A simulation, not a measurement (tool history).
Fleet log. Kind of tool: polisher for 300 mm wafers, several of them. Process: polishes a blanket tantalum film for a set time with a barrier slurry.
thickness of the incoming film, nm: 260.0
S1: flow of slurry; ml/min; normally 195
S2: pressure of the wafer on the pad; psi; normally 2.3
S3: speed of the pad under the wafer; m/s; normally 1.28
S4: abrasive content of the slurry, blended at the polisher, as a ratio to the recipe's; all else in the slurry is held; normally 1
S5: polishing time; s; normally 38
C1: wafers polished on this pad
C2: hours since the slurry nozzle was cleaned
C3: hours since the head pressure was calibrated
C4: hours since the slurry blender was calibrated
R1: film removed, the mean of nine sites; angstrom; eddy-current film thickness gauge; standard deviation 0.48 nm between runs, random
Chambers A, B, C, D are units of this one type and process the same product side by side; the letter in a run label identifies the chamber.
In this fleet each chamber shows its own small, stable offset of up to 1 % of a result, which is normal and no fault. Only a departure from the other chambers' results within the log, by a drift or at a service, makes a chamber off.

-- hour=3 chamber D: worn pad replaced by a new one
run 1B hour=4 | S1=195 S2=2.3 S3=1.28 S4=1 S5=38 | C1=1094 C2=532 C3=915.6 C4=201.1 | R1=776.44
run 2A hour=8.5 | S1=195 S2=2.3 S3=1.28 S4=1 S5=38 | C1=777 C2=320.8 C3=315.2 C4=170.6 | R1=787.23
run 3C hour=11.5 | S1=195 S2=2.3 S3=1.28 S4=1 S5=38 | C1=660 C2=498.1 C3=511.3 C4=164.5 | R1=785.41
-- hour=14.3 chamber A: slurry blender recalibrated
run 4D hour=14.6 | S1=195 S2=2.3 S3=1.28 S4=1 S5=38 | C1=122 C2=154.3 C3=152.8 C4=43.2 | R1=793.98
run 5D hour=17.1 | S1=245 S2=2.3 S3=1.28 S4=1.1 S5=38 | C1=148 C2=156.8 C3=155.3 C4=45.7 | R1=830.21
run 6A hour=20.9 | S1=245 S2=2.3 S3=1.28 S4=1.1 S5=38 | C1=907 C2=333.2 C3=327.6 C4=6.6 | R1=827.69
run 7B hour=25.2 | S1=245 S2=2.3 S3=1.28 S4=1.1 S5=38 | C1=1317 C2=553.2 C3=936.8 C4=222.3 | R1=827.3
run 8C hour=29.8 | S1=245 S2=2.3 S3=1.28 S4=1.1 S5=38 | C1=853 C2=516.4 C3=529.6 C4=182.8 | R1=833.19
-- hour=31.3 chamber A: slurry nozzle cleaned
run 9D hour=33.7 | S1=195 S2=2.3 S3=1.28 S4=0.75 S5=34 | C1=323 C2=173.4 C3=171.9 C4=62.3 | R1=647.97
-- hour=34 chamber C: slurry nozzle cleaned
run 10A hour=36.9 | S1=195 S2=2.3 S3=1.28 S4=0.75 S5=34 | C1=1075 C2=5.7 C3=343.6 C4=22.6 | R1=644.71
run 11B hour=41 | S1=195 S2=2.3 S3=1.28 S4=0.75 S5=34 | C1=1483 C2=569 C3=952.6 C4=238.1 | R1=634.21
run 12C hour=43.3 | S1=195 S2=2.3 S3=1.28 S4=0.75 S5=34 | C1=994 C2=9.4 C3=543.1 C4=196.3 | R1=631.17
run 13C hour=48 | S1=195 S2=2.3 S3=1.28 S4=0.75 S5=33 | C1=1044 C2=14.1 C3=547.8 C4=201 | R1=611.57
-- hour=49.9 chamber B: worn pad replaced by a new one
-- hour=51.8 chamber C: slurry blender recalibrated
run 14B hour=52.3 | S1=195 S2=2.3 S3=1.28 S4=0.75 S5=33 | C1=25 C2=580.3 C3=963.9 C4=249.4 | R1=618.55
-- hour=54.2 chamber A: worn pad replaced by a new one
run 15A hour=55.2 | S1=195 S2=2.3 S3=1.28 S4=0.75 S5=33 | C1=11 C2=24 C3=361.9 C4=40.9 | R1=626.62
run 16D hour=59.5 | S1=195 S2=2.3 S3=1.28 S4=0.75 S5=33 | C1=594 C2=199.2 C3=197.7 C4=88.1 | R1=633.41
run 17A hour=61.7 | S1=195 S2=2.3 S3=1.28 S4=1 S5=49 | C1=79 C2=30.5 C3=368.4 C4=47.4 | R1=1023.1
run 18B hour=65.4 | S1=195 S2=2.3 S3=1.28 S4=1 S5=49 | C1=163 C2=593.4 C3=977 C4=262.5 | R1=1007.4
-- hour=68.3 chamber D: worn pad replaced by a new one
run 19D hour=69.8 | S1=195 S2=2.3 S3=1.28 S4=1 S5=49 | C1=15 C2=209.5 C3=208 C4=98.4 | R1=1012.2
run 20C hour=74 | S1=195 S2=2.3 S3=1.28 S4=1 S5=49 | C1=1317 C2=40.1 C3=573.8 C4=22.2 | R1=985.38
run 21A hour=78 | S1=195 S2=2.3 S3=1.28 S4=1 S5=38 | C1=251 C2=46.8 C3=384.7 C4=63.7 | R1=787.81
run 22B hour=81.2 | S1=195 S2=2.3 S3=1.28 S4=1 S5=38 | C1=329 C2=609.2 C3=992.8 C4=278.3 | R1=773.77
run 23C hour=83.7 | S1=195 S2=2.3 S3=1.28 S4=1 S5=38 | C1=1419 C2=49.8 C3=583.5 C4=31.9 | R1=767.72
-- hour=85 chamber B: slurry blender recalibrated
run 24D hour=86.4 | S1=195 S2=2.3 S3=1.28 S4=1 S5=38 | C1=190 C2=226.1 C3=224.6 C4=115 | R1=781.09
run 25B hour=90.3 | S1=195 S2=2.3 S3=1.28 S4=1 S5=38 | C1=425 C2=618.3 C3=1001.9 C4=5.4 | R1=784.28
-- hour=90.6 chamber C: head pressure recalibrated
run 26D hour=93.3 | S1=195 S2=2.3 S3=1.28 S4=1 S5=38 | C1=262 C2=233 C3=231.5 C4=121.9 | R1=781.85
run 27C hour=96.8 | S1=195 S2=2.3 S3=1.28 S4=1 S5=38 | C1=1557 C2=62.9 C3=6.2 C4=45 | R1=762.03
run 28A hour=99.3 | S1=195 S2=2.3 S3=1.28 S4=1 S5=38 | C1=474 C2=68.1 C3=406 C4=85 | R1=790.79

The same settings go to every chamber for the next run, one line per chamber below. Forecast the results for each:
run 29A hour=102.9 | S1=195 S2=2.3 S3=1.44 S4=1 S5=38 | R1=?
run 29B hour=102.9 | S1=195 S2=2.3 S3=1.44 S4=1 S5=38 | R1=?
run 29C hour=102.9 | S1=195 S2=2.3 S3=1.44 S4=1 S5=38 | R1=?
run 29D hour=102.9 | S1=195 S2=2.3 S3=1.44 S4=1 S5=38 | R1=?

run=29A R1=885.52
run=29B R1=879.74
run=29C R1=857.75
run=29D R1=878.96
